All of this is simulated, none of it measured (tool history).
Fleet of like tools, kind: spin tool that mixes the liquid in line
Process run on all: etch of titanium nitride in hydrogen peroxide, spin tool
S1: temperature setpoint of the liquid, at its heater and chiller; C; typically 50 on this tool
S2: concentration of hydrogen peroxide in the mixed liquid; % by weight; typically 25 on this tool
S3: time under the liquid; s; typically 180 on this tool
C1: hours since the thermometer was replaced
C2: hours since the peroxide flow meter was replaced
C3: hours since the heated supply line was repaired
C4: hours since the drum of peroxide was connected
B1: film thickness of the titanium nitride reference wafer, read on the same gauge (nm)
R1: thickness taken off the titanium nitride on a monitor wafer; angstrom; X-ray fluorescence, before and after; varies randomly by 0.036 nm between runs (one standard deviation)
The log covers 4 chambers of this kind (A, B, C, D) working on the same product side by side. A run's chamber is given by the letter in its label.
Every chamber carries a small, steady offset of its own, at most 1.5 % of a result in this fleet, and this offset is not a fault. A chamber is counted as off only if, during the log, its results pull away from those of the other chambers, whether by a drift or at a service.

| run | hour | S1 | S2 | S3 | C1 | C2 | C3 | C4 | B1 | R1 |
|---|---|---|---|---|---|---|---|---|---|---|
| 1B | 7.1 | 50 | 25 | 180 | 1569.4 | 749 | 352.6 | 16.4 | 80.01 | 59.995 |
| 2D | 12.5 | 50 | 25 | 180 | 246.5 | 608 | 1914.9 | 90.4 | 80.011 | 60.507 |
| 3C | 18.6 | 50 | 25 | 180 | 380.8 | 700.8 | 181.6 | 669.4 | 79.973 | 59.955 |
| 4A | 23.1 | 50 | 25 | 180 | 835.1 | 843.3 | 85.3 | 271 | 80.009 | 59.386 |
| 5C | 27.7 | 50 | 25 | 180 | 389.9 | 709.9 | 190.7 | 678.5 | 79.948 | 60.264 |
| 6A | 33.7 | 50 | 25 | 180 | 845.7 | 853.9 | 95.9 | 281.6 | 79.971 | 59.058 |
| 7B | 41.8 | 50 | 25 | 180 | 1604.1 | 783.7 | 387.3 | 51.1 | 80.023 | 60.446 |
| 8D | 47.3 | 50 | 25 | 180 | 281.3 | 642.8 | 1949.7 | 125.2 | 80.032 | 60.925 |
| 9B | 55.8 | 50 | 25 | 180 | 1618.1 | 797.7 | 401.3 | 65.1 | 79.991 | 60.587 |
| 10D | 62.9 | 50 | 25 | 180 | 296.9 | 658.4 | 1965.3 | 140.8 | 80.003 | 60.495 |
| 11C | 71.6 | 50 | 25 | 180 | 433.8 | 753.8 | 234.6 | 722.4 | 80.022 | 60.087 |
| 12A | 76.4 | 50 | 25 | 180 | 888.4 | 896.6 | 138.6 | 324.3 | 79.979 | 59.302 |
| 13B | 83.8 | 50 | 25 | 180 | 1646.1 | 825.7 | 429.3 | 93.1 | 79.983 | 60.644 |
| 14D | 90.6 | 50 | 25 | 180 | 324.6 | 686.1 | 1993 | 168.5 | 80.014 | 60.27 |
| 15C | 95.3 | 50 | 25 | 180 | 457.5 | 777.5 | 258.3 | 746.1 | 80.033 | 60.766 |
| 16A | 99.1 | 50 | 25 | 180 | 911.1 | 919.3 | 161.3 | 347 | 79.999 | 58.965 |
| 17A | 105.8 | 50 | 25 | 180 | 917.8 | 926 | 168 | 353.7 | 80.024 | 58.836 |
| 18D | 113.2 | 50 | 25 | 180 | 347.2 | 708.7 | 2015.6 | 191.1 | 79.98 | 61.07 |
| 19B | 117.6 | 50 | 25 | 180 | 1679.9 | 859.5 | 463.1 | 126.9 | 80.009 | 59.059 |
| 20C | 121.9 | 50 | 25 | 180 | 484.1 | 804.1 | 284.9 | 772.7 | 80.011 | 60.503 |
| 21A | 125.8 | 50 | 25 | 180 | 937.8 | 946 | 188 | 373.7 | 80.038 | 59.446 |
| 22D | 133.7 | 50 | 25 | 275 | 367.7 | 729.2 | 2036.1 | 211.6 | 79.989 | 92.468 |
|  | 140.3 | chamber A: thermometer replaced |
| 23B | 140.3 | 50 | 25 | 275 | 1702.6 | 882.2 | 485.8 | 149.6 | 79.994 | 88.881 |
| 24C | 146.5 | 50 | 25 | 275 | 508.7 | 828.7 | 309.5 | 797.3 | 80.011 | 92.891 |
| 25C | 153.7 | 50 | 25 | 275 | 515.9 | 835.9 | 316.7 | 804.5 | 79.978 | 91.514 |
| 26A | 159.6 | 50 | 25 | 180 | 19.4 | 979.8 | 221.8 | 407.5 | 80.017 | 59.428 |
| 27D | 163.6 | 50 | 25 | 180 | 397.6 | 759.1 | 2066 | 241.5 | 79.972 | 60.752 |
| 28B | 169.1 | 50 | 25 | 180 | 1731.4 | 911 | 514.6 | 178.4 | 79.997 | 57.27 |
| 29C | 174.2 | 50 | 25 | 180 | 536.4 | 856.4 | 337.2 | 825 | 79.982 | 60.442 |
| 30D | 181.2 | 50 | 25 | 180 | 415.2 | 776.7 | 2083.6 | 259.1 | 79.974 | 60.671 |
| 31A | 188.7 | 50 | 25 | 180 | 48.5 | 1008.9 | 250.9 | 436.6 | 79.988 | 59.19 |
|  | 190.6 | chamber B: thermometer replaced |
| 32B | 196.6 | 50 | 25 | 180 | 6.1 | 938.5 | 542.1 | 205.9 | 80.05 | 57.272 |
| 33A | 205.5 | 50 | 25 | 180 | 65.3 | 1025.7 | 267.7 | 453.4 | 80.006 | 59.262 |
| 34C | 213 | 50 | 25 | 180 | 575.2 | 895.2 | 376 | 863.8 | 80.001 | 60.087 |
| 35B | 219.5 | 50 | 25 | 180 | 29 | 961.4 | 565 | 228.8 | 80.034 | 56.48 |

What goes on in this fleet: one chamber off, a drifting gauge, or nothing beyond the chambers' own small offsets? Name the chamber and the cause, if any.

One chamber, B, drifts off from the rest bit by bit.
What lies behind it: temperature lost on the way to the wafer (K) = 0.884.

Here are 4 candidates for chamber B's next run, each the usual settings with a change, their results left as question marks. Which one brings its results back in line with what the others give on the usual settings?
A result is in line if it is within this distance of the other chambers' mean on the usual settings: R1 1.3 angstrom
| 36B-1 | 225.9 | 50 | 25 | 200 |  |  |  |  |  | ? |
| 36B-2 | 225.9 | 49.5 | 25 | 175 |  |  |  |  |  | ? |
| 36B-3 | 225.9 | 49 | 25 | 175 |  |  |  |  |  | ? |
| 36B-4 | 225.9 | 51 | 25 | 180 |  |  |  |  |  | ? |

What the other chambers average on the usual settings: R1 60.029 angstrom
| run | R1 |
|---|---|
| 36B-1 | 62.313 |
| 36B-2 | 52.538 |
| 36B-3 | 50.656 |
| 36B-4 | 60.38 |
36B-4 brings the chamber back in line.
